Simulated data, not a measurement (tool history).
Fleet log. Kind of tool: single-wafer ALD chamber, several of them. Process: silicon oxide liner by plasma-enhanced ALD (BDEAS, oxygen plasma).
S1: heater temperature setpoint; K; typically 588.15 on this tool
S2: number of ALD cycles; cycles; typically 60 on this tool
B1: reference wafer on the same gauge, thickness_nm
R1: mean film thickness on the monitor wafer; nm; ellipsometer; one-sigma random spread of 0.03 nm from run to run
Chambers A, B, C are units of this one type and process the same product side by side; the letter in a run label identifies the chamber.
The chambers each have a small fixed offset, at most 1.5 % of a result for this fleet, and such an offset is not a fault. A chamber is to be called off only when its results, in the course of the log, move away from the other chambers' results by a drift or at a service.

-- hour=1.6 chamber C: thermocouple changed; heater temperature recalibrated
run 1B hour=5.3 | S1=588.15 S2=60 | B1=6.2873 | R1=5.4474
run 2C hour=9.4 | S1=588.15 S2=60 | B1=6.2772 | R1=5.4936
run 3A hour=13.1 | S1=588.15 S2=60 | B1=6.2764 | R1=5.3344
run 4B hour=17.5 | S1=588.15 S2=60 | B1=6.2831 | R1=5.4390
run 5C hour=20.7 | S1=588.15 S2=60 | B1=6.2853 | R1=5.4997
run 6A hour=23.2 | S1=593.15 S2=67 | B1=6.2802 | R1=5.9277
run 7A hour=28.6 | S1=593.15 S2=67 | B1=6.2764 | R1=5.9755
run 8B hour=31.9 | S1=593.15 S2=67 | B1=6.2789 | R1=6.0540
run 9C hour=36.4 | S1=588.15 S2=60 | B1=6.2757 | R1=5.5344
run 10C hour=42.2 | S1=588.15 S2=60 | B1=6.2790 | R1=5.5891
run 11A hour=46.4 | S1=588.15 S2=60 | B1=6.2809 | R1=5.3830
run 12B hour=51.0 | S1=588.15 S2=60 | B1=6.2847 | R1=5.4025
run 13C hour=53.7 | S1=594.15 S2=69 | B1=6.2802 | R1=6.2378
run 14B hour=58.2 | S1=594.15 S2=69 | B1=6.2749 | R1=6.2286
-- hour=60.6 chamber B: thermocouple changed; heater temperature recalibrated
run 15A hour=62.2 | S1=594.15 S2=69 | B1=6.2885 | R1=6.1531
run 16C hour=67.9 | S1=588.15 S2=60 | B1=6.2807 | R1=5.5348
run 17B hour=71.2 | S1=588.15 S2=60 | B1=6.2728 | R1=5.4194
run 18A hour=74.6 | S1=588.15 S2=60 | B1=6.2849 | R1=5.3655
run 19A hour=77.7 | S1=588.15 S2=60 | B1=6.2751 | R1=5.4058
run 20B hour=80.6 | S1=588.15 S2=60 | B1=6.2739 | R1=5.4430
run 21C hour=86.1 | S1=588.15 S2=60 | B1=6.2790 | R1=5.4813
run 22C hour=90.7 | S1=588.15 S2=60 | B1=6.2802 | R1=5.5487
run 23B hour=95.6 | S1=588.15 S2=60 | B1=6.2786 | R1=5.3725
run 24A hour=99.1 | S1=588.15 S2=60 | B1=6.2858 | R1=5.3843
run 25C hour=101.7 | S1=588.15 S2=60 | B1=6.2817 | R1=5.4889
run 26A hour=107.5 | S1=588.15 S2=60 | B1=6.2813 | R1=5.4165
run 27B hour=111.6 | S1=588.15 S2=60 | B1=6.2871 | R1=5.4452

The same settings go to every chamber for the next run, one line per chamber below. Forecast the results for each:
run 28A hour=115.8 | S1=600.15 S2=60 | R1=?
run 28B hour=115.8 | S1=600.15 S2=60 | R1=?
run 28C hour=115.8 | S1=600.15 S2=60 | R1=?

run=28A R1=5.2879
run=28B R1=5.3467
run=28C R1=5.3520
